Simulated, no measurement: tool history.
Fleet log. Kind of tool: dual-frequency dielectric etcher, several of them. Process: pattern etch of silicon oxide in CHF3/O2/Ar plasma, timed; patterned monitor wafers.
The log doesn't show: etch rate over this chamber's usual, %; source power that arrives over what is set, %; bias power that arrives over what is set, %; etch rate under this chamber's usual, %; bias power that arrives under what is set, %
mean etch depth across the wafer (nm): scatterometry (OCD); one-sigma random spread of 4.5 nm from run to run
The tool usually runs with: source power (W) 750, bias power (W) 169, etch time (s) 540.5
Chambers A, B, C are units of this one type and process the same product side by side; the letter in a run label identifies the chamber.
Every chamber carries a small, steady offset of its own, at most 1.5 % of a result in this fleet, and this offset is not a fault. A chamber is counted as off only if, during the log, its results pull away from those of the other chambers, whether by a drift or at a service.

run   hour  source power (W)  bias power (W)  etch time (s)  hours since the last wet clean  hours since the last source power generator calibration  hours since the last bias power generator calibration  read-back reference wafer on the same gauge, depth_nm  mean etch depth across the wafer (nm)
 1C    2.7               750             169          540.5                            55.5                                                   1038.9                                                   68.2                                                 1220.1                                 1155.4
 2A    7.7               750             169          540.5                           337.5                                                   2300.8                                                  679.4                                                 1221.2                                 1138.6
 3B   10.4               750             169          540.5                           101.7                                                   1302.1                                                 1311.0                                                 1219.7                                 1129.7
 4C   15.1               750             169          540.5                            67.9                                                   1051.3                                                   80.6                                                 1219.7                                 1159.3
 5B   20.1               750             169          540.5                           111.4                                                   1311.8                                                 1320.7                                                 1220.6                                 1140.6
 6A   23.0               750             169          540.5                           352.8                                                   2316.1                                                  694.7                                                 1220.5                                 1140.0
 7A   25.7               750             169          540.5                           355.5                                                   2318.8                                                  697.4                                                 1219.4                                 1130.8
 8C   28.8               750             169          540.5                            81.6                                                   1065.0                                                   94.3                                                 1219.8                                 1149.5
 9B   34.4               750             169          540.5                           125.7                                                   1326.1                                                 1335.0                                                 1220.6                                 1127.0
10C   39.5               750             169          540.5                            92.3                                                   1075.7                                                  105.0                                                 1219.8                                 1146.1
11B   42.6               830             169          540.5                           133.9                                                   1334.3                                                 1343.2                                                 1218.8                                 1166.7
12A   47.6               830             169          540.5                           377.4                                                   2340.7                                                  719.3                                                 1220.6                                 1185.6
13C   53.2               830             169          540.5                           106.0                                                   1089.4                                                  118.7                                                 1219.3                                 1195.9
14A   56.5               750             169          540.5                           386.3                                                   2349.6                                                  728.2                                                 1220.8                                 1129.5
      61.6  -- chamber A: wet clean of the chamber
15B   61.8               750             169          540.5                           153.1                                                   1353.5                                                 1362.4                                                 1219.9                                 1126.5
16A   66.4               750             169          540.5                             4.9                                                   2359.5                                                  738.1                                                 1219.0                                 1131.7
17C   69.2               750             169          540.5                           122.0                                                   1105.4                                                  134.7                                                 1220.9                                 1161.0
18B   73.8               750             169          540.5                           165.1                                                   1365.5                                                 1374.4                                                 1220.4                                 1119.3
19A   77.1               750             169          540.5                            15.6                                                   2370.2                                                  748.8                                                 1220.2                                 1129.1
20C   82.6               750             169          540.5                           135.4                                                   1118.8                                                  148.1                                                 1220.1                                 1146.9
21B   86.0               750             169          540.5                           177.3                                                   1377.7                                                 1386.6                                                 1221.5                                 1111.7
22C   88.6               750             169          540.5                           141.4                                                   1124.8                                                  154.1                                                 1220.2                                 1149.2
23A   92.2               750             169          540.5                            30.7                                                   2385.3                                                  763.9                                                 1220.5                                 1139.9
24B   96.5               750             169          540.5                           187.8                                                   1388.2                                                 1397.1                                                 1220.1                                 1116.1
25C  101.9               750             169          540.5                           154.7                                                   1138.1                                                  167.4                                                 1220.0                                 1155.7
26A  107.4               750             169          540.5                            45.9                                                   2400.5                                                  779.1                                                 1220.8                                 1133.0
27B  113.1               750             169          540.5                           204.4                                                   1404.8                                                 1413.7                                                 1219.9                                 1111.6
28A  118.0               750             169          540.5                            56.5                                                   2411.1                                                  789.7                                                 1221.8                                 1130.7
29C  121.8               750             209          540.5                           174.6                                                   1158.0                                                  187.3                                                 1219.7                                 1239.8
30B  126.9               750             209          540.5                           218.2                                                   1418.6                                                 1427.5                                                 1218.7                                 1176.9
31C  131.6               750             209          540.5                           184.4                                                   1167.8                                                  197.1                                                 1220.4                                 1242.8
32A  135.1               750             169          540.5                            73.6                                                   2428.2                                                  806.8                                                 1219.4                                 1136.1
33B  139.0               750             169          540.5                           230.3                                                   1430.7                                                 1439.6                                                 1219.9                                 1101.4
34C  143.7               750             169          540.5                           196.5                                                   1179.9                                                  209.2                                                 1220.1                                 1146.8
35A  147.4               750             169          540.5                            85.9                                                   2440.5                                                  819.1                                                 1219.7                                 1140.2
36B  152.1               750             169          540.5                           243.4                                                   1443.8                                                 1452.7                                                 1220.5                                 1097.3
37A  155.4               750             169          540.5                            93.9                                                   2448.5                                                  827.1                                                 1219.4                                 1127.3
38B  159.6               750             169          540.5                           250.9                                                   1451.3                                                 1460.2                                                 1219.9                                 1093.4

Next, every chamber runs the same settings. What will each give?
39A  163.8               860             169          540.5                                                                                                                                                                                                                                             ?
39B  163.8               860             169          540.5                                                                                                                                                                                                                                             ?
39C  163.8               860             169          540.5                                                                                                                                                                                                                                             ?

run  mean etch depth across the wafer (nm)
39A                                 1195.8
39B                                 1154.4
39C                                 1211.0

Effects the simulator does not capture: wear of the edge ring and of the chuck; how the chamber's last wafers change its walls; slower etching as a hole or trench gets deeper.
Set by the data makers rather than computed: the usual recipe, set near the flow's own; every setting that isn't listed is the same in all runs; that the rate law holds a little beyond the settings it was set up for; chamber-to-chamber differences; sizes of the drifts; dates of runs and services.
